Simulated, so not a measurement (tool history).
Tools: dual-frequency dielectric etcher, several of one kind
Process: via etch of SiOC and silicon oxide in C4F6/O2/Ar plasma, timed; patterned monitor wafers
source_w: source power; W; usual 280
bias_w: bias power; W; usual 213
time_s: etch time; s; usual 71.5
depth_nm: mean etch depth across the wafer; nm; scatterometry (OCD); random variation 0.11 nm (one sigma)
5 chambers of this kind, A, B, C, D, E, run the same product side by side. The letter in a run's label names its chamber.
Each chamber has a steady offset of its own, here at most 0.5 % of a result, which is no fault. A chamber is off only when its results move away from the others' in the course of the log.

run	hour	source_w	bias_w	time_s	read-back reference wafer on the same gauge, depth_nm	depth_nm
1A	6.5	280	213	71.5	71.884	74.616
2E	13.9	280	213	71.5	71.893	74.078
# hour 14.3: chamber E: wet clean of the chamber
3D	20.4	280	213	71.5	71.886	74.429
# hour 22.6: chamber D: wet clean of the chamber
4C	28.6	280	213	71.5	71.87	74.668
# hour 32.9: chamber C: source power generator calibrated
5B	34.3	280	213	71.5	71.878	74.918
6B	45.5	280	213	71.5	71.858	74.681
7A	51.5	280	213	71.5	71.85	74.538
8D	62.7	280	213	71.5	71.856	74.397
9E	71.4	260	213	90	71.817	90.697
10C	82.8	260	213	90	71.816	91.234
11E	92.6	260	213	90	71.828	90.488
12A	98.9	260	213	90	71.769	91.061
13D	104.7	260	213	90	71.754	90.899
# hour 113.4: chamber B: wet clean of the chamber
14C	117.2	280	213	71.5	71.757	74.636
15B	128.3	280	213	71.5	71.749	74.71
16C	134	340	213	71.5	71.757	80.166
17A	140.6	340	213	71.5	71.739	80.371
18D	152.8	340	213	71.5	71.73	79.706
# hour 159: chamber A: wet clean of the chamber
19B	159.5	340	213	71.5	71.701	80.219
20E	166.6	340	213	71.5	71.701	79.306
21A	174.9	280	213	71.5	71.68	74.49
22B	185	280	213	71.5	71.668	74.553
23E	192	280	194	81	71.675	81.25
24C	200.3	280	194	81	71.658	81.674
25D	211.5	280	194	81	71.657	81.291
26B	223.1	280	194	81	71.634	81.788
27D	232.1	280	194	81	71.649	81.26
28C	242.3	330	213	71.5	71.626	79.226
29E	254.8	330	213	71.5	71.581	78.433
30A	266.2	330	213	71.5	71.575	79.101
31C	278.2	330	213	71.5	71.585	78.993
32E	288.6	330	213	71.5	71.576	78.442
33B	297.9	280	213	71.5	71.554	74.272
34A	310.2	280	213	71.5	71.542	74.307
35D	321	280	213	71.5	71.535	73.934
# hour 329.3: chamber D: wet clean of the chamber
36D	331.3	280	184	71.5	71.497	70.263
37E	340.4	280	184	71.5	71.507	69.991
38C	348.2	280	184	71.5	71.475	70.679

All 5 chambers run these settings next. Forecast each chamber's results:
39A	357.2	240	213	71.5		?
39B	357.2	240	213	71.5		?
39C	357.2	240	213	71.5		?
39D	357.2	240	213	71.5		?
39E	357.2	240	213	71.5		?

run	depth_nm
39A	70.002
39B	70.004
39C	70.113
39D	69.788
39E	69.563
